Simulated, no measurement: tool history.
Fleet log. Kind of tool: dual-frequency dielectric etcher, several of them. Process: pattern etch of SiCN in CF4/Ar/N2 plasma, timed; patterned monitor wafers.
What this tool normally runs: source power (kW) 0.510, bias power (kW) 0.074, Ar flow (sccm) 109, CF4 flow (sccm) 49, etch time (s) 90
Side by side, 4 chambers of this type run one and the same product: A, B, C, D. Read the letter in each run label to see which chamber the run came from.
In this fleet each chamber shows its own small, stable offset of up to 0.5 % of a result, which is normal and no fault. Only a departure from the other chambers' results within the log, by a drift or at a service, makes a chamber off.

run,day,source power (kW),bias power (kW),Ar flow (sccm),CF4 flow (sccm),etch time (s),hours since the last wet clean,hours since the last source power generator calibration,hours since the last bias power generator calibration,hours since the last Ar flow controller change,hours since the last CF4 flow controller change,"read-back reference wafer on the same gauge, depth_nm",mean etch depth across the wafer (nm)
1B,0.342,0.510,0.074,109,49,90,353.6,1133.3,1997.6,2424.2,2333.4,74.553,81.375
2D,0.700,0.510,0.074,109,49,90,242.2,358.6,1249.5,4309.3,2654.6,74.489,81.056
3C,1.208,0.510,0.074,109,49,90,95.9,2252.5,2121.6,1599.3,1787.8,74.509,81.542
# day 1.575: chamber B: wet clean of the chamber
4A,1.708,0.510,0.074,109,49,90,126.4,2561.7,494.9,2238.9,3773.6,74.515,81.303
5D,2.067,0.510,0.074,109,49,90,275.0,391.4,1282.3,4342.1,2687.4,74.595,81.581
6A,2.412,0.510,0.074,109,49,90,143.3,2578.6,511.8,2255.8,3790.5,74.585,81.269
7C,2.662,0.510,0.074,109,49,90,130.8,2287.4,2156.5,1634.2,1822.7,74.508,81.908
# day 2.838: chamber A: Ar flow controller replaced
8B,3.196,0.510,0.074,109,49,90,38.9,1201.8,2066.1,2492.7,2401.9,74.402,81.585
9B,3.742,0.510,0.074,109,49,90,52.0,1214.9,2079.2,2505.8,2415.0,74.535,81.468
10A,4.183,0.510,0.074,109,49,90,185.8,2621.1,554.3,32.3,3833.0,74.504,81.199
11C,4.488,0.510,0.074,109,49,90,174.6,2331.2,2200.3,1678.0,1866.5,74.442,82.078
12D,4.867,0.510,0.074,109,49,90,342.2,458.6,1349.5,4409.3,2754.6,74.490,80.945
13A,5.167,0.510,0.074,109,49,90,209.4,2644.7,577.9,55.9,3856.6,74.444,81.292
14D,5.688,0.510,0.074,109,49,90,361.9,478.3,1369.2,4429.0,2774.3,74.533,80.963
# day 5.908: chamber D: wet clean of the chamber
15C,6.171,0.510,0.074,109,49,90,215.0,2371.6,2240.7,1718.4,1906.9,74.415,81.426
16B,6.654,0.510,0.074,109,49,90,121.9,1284.8,2149.1,2575.7,2484.9,74.472,81.362
# day 6.675: chamber A: CF4 flow controller replaced
17C,7.000,0.510,0.074,109,49,90,234.9,2391.5,2260.6,1738.3,1926.8,74.504,81.843
18D,7.304,0.390,0.074,127,49,90,33.5,517.1,1408.0,4467.8,2813.1,74.484,62.555
19B,7.846,0.390,0.074,127,49,90,150.5,1313.4,2177.7,2604.3,2513.5,74.465,62.660
20A,8.100,0.390,0.074,127,49,90,279.8,2715.1,648.3,126.3,34.3,74.510,63.158
21C,8.521,0.390,0.074,127,49,90,271.4,2428.0,2297.1,1774.8,1963.3,74.507,62.441
# day 8.604: chamber D: CF4 flow controller replaced
22B,8.900,0.510,0.074,109,49,90,175.8,1338.7,2203.0,2629.6,2538.8,74.456,81.383
23A,9.212,0.510,0.074,109,49,90,306.5,2741.8,675.0,153.0,61.0,74.475,81.772
24D,9.600,0.560,0.074,109,40,90,88.6,572.2,1463.1,4522.9,24.0,74.583,85.365
25A,9.900,0.560,0.074,109,40,90,323.0,2758.3,691.5,169.5,77.5,74.493,85.560
26D,10.246,0.560,0.074,109,40,90,104.1,587.7,1478.6,4538.4,39.5,74.488,84.970
27B,10.804,0.560,0.074,109,40,90,221.5,1384.4,2248.7,2675.3,2584.5,74.543,85.390

Is one chamber off against the others, does the gauge drift, or is nothing wrong? If a chamber is off, say which, and what the likeliest cause is.

The fleet is healthy, with each chamber sitting at its usual small offset and no drift in the gauge.
